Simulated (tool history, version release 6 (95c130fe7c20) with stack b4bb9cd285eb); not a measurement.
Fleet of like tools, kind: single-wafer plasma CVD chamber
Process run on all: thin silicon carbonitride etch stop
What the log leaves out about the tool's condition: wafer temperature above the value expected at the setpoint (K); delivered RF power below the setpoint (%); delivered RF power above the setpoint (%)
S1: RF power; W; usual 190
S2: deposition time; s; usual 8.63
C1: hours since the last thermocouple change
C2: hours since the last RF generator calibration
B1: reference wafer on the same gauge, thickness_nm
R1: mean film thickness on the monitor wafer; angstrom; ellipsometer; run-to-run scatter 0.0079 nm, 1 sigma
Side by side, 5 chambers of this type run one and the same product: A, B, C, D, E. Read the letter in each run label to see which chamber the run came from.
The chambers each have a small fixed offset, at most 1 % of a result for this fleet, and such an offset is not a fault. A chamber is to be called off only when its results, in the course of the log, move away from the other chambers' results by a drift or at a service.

run     day   S1     S2      C1      C2      B1      R1
 1E   0.471  190   8.63   566.4   805.3   5.299  48.446
 2D   0.779  190   8.63   310.3   484.7  5.3015  48.647
 3B   1.046  190   8.63  2643.4     597  5.2981  48.246
 4C   1.421  190   8.63   460.5  1913.3  5.2963  48.175
 5A   1.788  190   8.63   553.9  2269.9  5.2956  48.116
 6D    2.25  190   8.63   345.6     520  5.2949  48.532
 7A   2.808  190   8.63   578.4  2294.4  5.2922  48.022
 8E   3.104  190   8.63   629.6   868.5  5.2905  48.428
 9B   3.429  190   8.63  2700.6   654.2  5.2925  48.196
      3.567  -- chamber A: RF generator calibrated
10C   3.754  190   8.63   516.5  1969.3  5.2921  48.178
11A   4.175  220   7.28   611.2    14.7  5.2901  42.345
12E   4.654  220   7.28   666.8   905.7   5.289  42.812
13D   5.092  220   7.28   413.8   588.2  5.2848  42.915
14C   5.467  220   7.28   557.6  2010.4  5.2874   42.55
15B       6  220   7.28  2762.3   715.9  5.2837  42.415
16E   6.258  190   8.63   705.3   944.2  5.2833  48.347
17C   6.525  190   8.63     583  2035.8  5.2839  48.119
18B   7.058  190   8.63  2787.7   741.3  5.2832  48.096
19D   7.592  190   8.63   473.8   648.2  5.2813  48.599
      8.029  -- chamber B: thermocouple changed; heater temperature recalibrated
20A   8.079  190   8.63   704.9   108.4  5.2793  47.902
21C   8.425  190   8.63   628.6  2081.4  5.2781  47.991
22E   8.688  175  10.05   763.6  1002.5  5.2777  54.794
23D   9.092  175  10.05   509.8   684.2  5.2762  55.149
24A   9.529  175  10.05   739.7   143.2  5.2744  54.451
       9.55  -- chamber B: RF generator calibrated
25B   9.833  175  10.05    43.3     6.9  5.2731  54.565
26C  10.258  175  10.05   672.6  2125.4  5.2749  54.468
27D    10.6  190   8.63     546   720.4  5.2726  48.432
28A  11.088  190   8.63   777.1   180.6   5.272  47.894
29E  11.492  190   8.63   830.9  1069.8  5.2701  48.239
30B  11.962  190   8.63    94.4      58  5.2677  48.111
31B  12.479  190   8.63   106.8    70.4  5.2683  47.895
32E  12.988  190   8.63   866.8  1105.7  5.2688  48.304
33C  13.321  160   7.47   746.1  2198.9  5.2665  39.379
34D  13.588  160   7.47   617.7   792.1   5.267  39.892

What goes on in this fleet: one chamber off, a drifting gauge, or nothing beyond the chambers' own small offsets? Name the chamber and the cause, if any.

It is the gauge, not a chamber: its drift shows up in every chamber's results at once, and no chamber is off.
Most likely cause: gauge reads low (%) = 0.67.
